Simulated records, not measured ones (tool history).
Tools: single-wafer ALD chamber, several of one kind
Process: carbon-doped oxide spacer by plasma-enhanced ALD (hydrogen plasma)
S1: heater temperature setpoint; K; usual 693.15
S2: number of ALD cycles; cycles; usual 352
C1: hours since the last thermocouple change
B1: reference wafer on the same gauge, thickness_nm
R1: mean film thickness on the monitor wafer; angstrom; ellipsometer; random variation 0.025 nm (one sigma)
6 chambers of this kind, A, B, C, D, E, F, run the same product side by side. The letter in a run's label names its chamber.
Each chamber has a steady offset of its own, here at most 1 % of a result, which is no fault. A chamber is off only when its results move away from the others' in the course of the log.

Run 1C, hour 5.7: usual settings; C1 1530.9; B1 16.299. Result: R1 165.56 angstrom.
Run 2A, hour 10.4: usual settings; C1 727.9; B1 16.3. Result: R1 165.94 angstrom.
Run 3E, hour 16.6: usual settings; C1 937.9; B1 16.297. Result: R1 165.97 angstrom.
Run 4B, hour 25.6: usual settings; C1 1327.8; B1 16.291. Result: R1 165.17 angstrom.
Run 5F, hour 31.7: usual settings; C1 1795.6; B1 16.294. Result: R1 165.58 angstrom.
Run 6D, hour 38.7: usual settings; C1 2052.2; B1 16.284. Result: R1 163.96 angstrom.
Run 7D, hour 47.7: usual settings; C1 2061.2; B1 16.288. Result: R1 163.99 angstrom.
Run 8E, hour 52.8: usual settings but S1 702.15 K, S2 409 cycles; C1 974.1; B1 16.285. Result: R1 187.22 angstrom.
Run 9F, hour 61.2: usual settings but S1 702.15 K, S2 409 cycles; C1 1825.1; B1 16.279. Result: R1 187.02 angstrom.
Run 10B, hour 66.6: usual settings but S1 702.15 K, S2 409 cycles; C1 1368.8; B1 16.276. Result: R1 186.15 angstrom.
Run 11A, hour 76.2: usual settings but S1 702.15 K, S2 409 cycles; C1 793.7; B1 16.275. Result: R1 186.68 angstrom.
At hour 83.2: chamber F: thermocouple changed; heater temperature recalibrated.
Run 12C, hour 85.1: usual settings but S1 702.15 K, S2 409 cycles; C1 1610.3; B1 16.27. Result: R1 186.96 angstrom.
Run 13D, hour 93.3: usual settings but S1 702.15 K, S2 409 cycles; C1 2106.8; B1 16.261. Result: R1 184.85 angstrom.
Run 14B, hour 99.2: usual settings; C1 1401.4; B1 16.271. Result: R1 164.25 angstrom.
Run 15E, hour 108.5: usual settings; C1 1029.8; B1 16.259. Result: R1 165.42 angstrom.
Run 16F, hour 117.9: usual settings; C1 34.7; B1 16.256. Result: R1 165.32 angstrom.
Run 17C, hour 125.3: usual settings but S1 680.15 K; C1 1650.5; B1 16.258. Result: R1 172.13 angstrom.
Run 18A, hour 134.4: usual settings but S1 680.15 K; C1 851.9; B1 16.255. Result: R1 171.88 angstrom.
Run 19D, hour 139.4: usual settings but S1 680.15 K; C1 2152.9; B1 16.25. Result: R1 170.73 angstrom.
Run 20F, hour 149.7: usual settings but S1 680.15 K; C1 66.5; B1 16.244. Result: R1 171.85 angstrom.
Run 21C, hour 156.7: usual settings but S1 680.15 K; C1 1681.9; B1 16.244. Result: R1 171.92 angstrom.
Run 22E, hour 162.1: usual settings but S1 680.15 K; C1 1083.4; B1 16.244. Result: R1 172.29 angstrom.
Run 23A, hour 170.1: usual settings; C1 887.6; B1 16.239. Result: R1 165.02 angstrom.
Run 24B, hour 179.4: usual settings; C1 1481.6; B1 16.237. Result: R1 164.33 angstrom.
Run 25D, hour 189.6: usual settings but S1 707.15 K, S2 285 cycles; C1 2203.1; B1 16.227. Result: R1 126.35 angstrom.
Run 26E, hour 199: usual settings but S1 707.15 K, S2 285 cycles; C1 1120.3; B1 16.23. Result: R1 127.98 angstrom.
Run 27C, hour 204.2: usual settings but S1 707.15 K, S2 285 cycles; C1 1729.4; B1 16.227. Result: R1 127.55 angstrom.
Run 28A, hour 209.3: usual settings but S1 707.15 K, S2 285 cycles; C1 926.8; B1 16.223. Result: R1 127.12 angstrom.
Run 29B, hour 219.1: usual settings but S1 707.15 K, S2 285 cycles; C1 1521.3; B1 16.225. Result: R1 126.57 angstrom.
Run 30F, hour 227.7: usual settings but S1 707.15 K, S2 285 cycles; C1 144.5; B1 16.225. Result: R1 127.71 angstrom.
Run 31E, hour 234.4: usual settings; C1 1155.7; B1 16.211. Result: R1 164.7 angstrom.
Run 32C, hour 239: usual settings; C1 1764.2; B1 16.22. Result: R1 164.44 angstrom.
Run 33D, hour 247.3: usual settings; C1 2260.8; B1 16.212. Result: R1 162.97 angstrom.
Run 34A, hour 257.4: usual settings; C1 974.9; B1 16.207. Result: R1 164.26 angstrom.
Run 35B, hour 265.5: usual settings; C1 1567.7; B1 16.21. Result: R1 164.36 angstrom.
Run 36F, hour 274.9: usual settings; C1 191.7; B1 16.204. Result: R1 165.02 angstrom.
Run 37B, hour 279.6: usual settings; C1 1581.8; B1 16.204. Result: R1 164 angstrom.

Next, every chamber runs the same settings. What will each give?
Run 38A, hour 287: usual settings but S2 291 cycles. Result: R1 ?.
Run 38B, hour 287: usual settings but S2 291 cycles. Result: R1 ?.
Run 38C, hour 287: usual settings but S2 291 cycles. Result: R1 ?.
Run 38D, hour 287: usual settings but S2 291 cycles. Result: R1 ?.
Run 38E, hour 287: usual settings but S2 291 cycles. Result: R1 ?.
Run 38F, hour 287: usual settings but S2 291 cycles. Result: R1 ?.

run      R1
38A   135.8
38B  135.33
38C  136.09
38D  134.51
38E  136.44
38F   136.3
